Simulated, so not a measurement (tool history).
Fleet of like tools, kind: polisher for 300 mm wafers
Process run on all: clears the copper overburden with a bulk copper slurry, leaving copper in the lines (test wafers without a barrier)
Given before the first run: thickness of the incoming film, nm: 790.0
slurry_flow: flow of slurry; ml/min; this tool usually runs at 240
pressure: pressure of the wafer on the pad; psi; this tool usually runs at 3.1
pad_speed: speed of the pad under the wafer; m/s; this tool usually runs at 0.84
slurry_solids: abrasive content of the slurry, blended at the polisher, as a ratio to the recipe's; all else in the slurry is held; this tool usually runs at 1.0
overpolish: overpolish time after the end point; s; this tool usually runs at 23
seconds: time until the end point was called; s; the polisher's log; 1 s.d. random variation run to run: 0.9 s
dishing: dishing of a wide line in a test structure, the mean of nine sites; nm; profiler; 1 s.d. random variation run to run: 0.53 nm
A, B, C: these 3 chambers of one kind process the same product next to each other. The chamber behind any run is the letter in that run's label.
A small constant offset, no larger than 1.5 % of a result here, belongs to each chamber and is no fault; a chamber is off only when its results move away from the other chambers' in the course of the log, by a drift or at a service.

run	hour	slurry_flow	pressure	pad_speed	slurry_solids	overpolish	seconds	dishing
# hour 1.7: chamber C: head pressure recalibrated
1B	7.5	240	3.1	0.84	1.0	23	85.189	39.234
2C	20.0	240	3.1	0.84	1.0	23	82.443	39.841
# hour 23.2: chamber A: slurry nozzle cleaned
# hour 25.2: chamber A: worn pad replaced by a new one
3A	33.6	240	3.1	0.84	1.0	23	83.863	39.781
# hour 41.5: chamber B: worn pad replaced by a new one
4B	42.0	240	3.1	0.84	1.0	23	82.881	40.641
5A	49.8	240	3.1	0.84	1.0	23	83.079	39.496
6C	61.9	240	3.1	0.84	1.0	23	82.258	39.756
7B	72.7	240	3.1	1.10	1.0	33	64.433	41.653
8C	81.1	240	3.1	1.10	1.0	33	62.281	40.181
9A	91.5	240	3.1	1.10	1.0	33	64.012	39.741
# hour 93.1: chamber C: slurry nozzle cleaned
10B	102.4	300	3.1	0.84	1.0	23	81.954	40.903
11C	115.9	300	3.1	0.84	1.0	23	80.626	39.617
12A	125.5	300	3.1	0.84	1.0	23	82.381	40.381
# hour 131.6: chamber A: worn pad replaced by a new one
# hour 134.6: chamber C: worn pad replaced by a new one
13C	137.9	240	3.1	0.84	1.0	23	85.401	39.669
# hour 142.3: chamber A: slurry blender recalibrated
14A	147.7	240	3.1	0.84	1.0	23	84.923	39.667
15B	155.0	240	3.1	0.84	1.0	23	84.520	39.686
16A	165.5	240	3.1	0.84	1.0	23	83.197	38.782
# hour 176.7: chamber B: slurry blender recalibrated
17C	177.9	240	3.1	0.84	1.0	23	86.396	39.786
18B	185.0	240	3.1	0.84	1.0	23	83.663	40.201
# hour 189.6: chamber B: worn pad replaced by a new one
19C	198.1	240	3.1	0.84	1.0	23	88.207	38.741
20A	206.5	240	3.1	0.84	1.1	16	80.532	37.892
21B	216.1	240	3.1	0.84	1.1	16	83.135	38.123
22B	227.4	240	3.1	0.84	1.1	16	82.540	39.272
# hour 232.0: chamber A: worn pad replaced by a new one
23A	239.9	240	3.1	0.70	1.0	13	98.454	35.532
24C	250.9	240	3.1	0.70	1.0	13	109.780	34.558

Each of the 3 chambers runs these same settings next. Fill in every chamber's results:
25A	260.9	240	3.1	0.84	1.0	23	?	?
25B	260.9	240	3.1	0.84	1.0	23	?	?
25C	260.9	240	3.1	0.84	1.0	23	?	?

run	seconds	dishing
25A	83.630	39.797
25B	83.507	41.008
25C	90.520	39.895

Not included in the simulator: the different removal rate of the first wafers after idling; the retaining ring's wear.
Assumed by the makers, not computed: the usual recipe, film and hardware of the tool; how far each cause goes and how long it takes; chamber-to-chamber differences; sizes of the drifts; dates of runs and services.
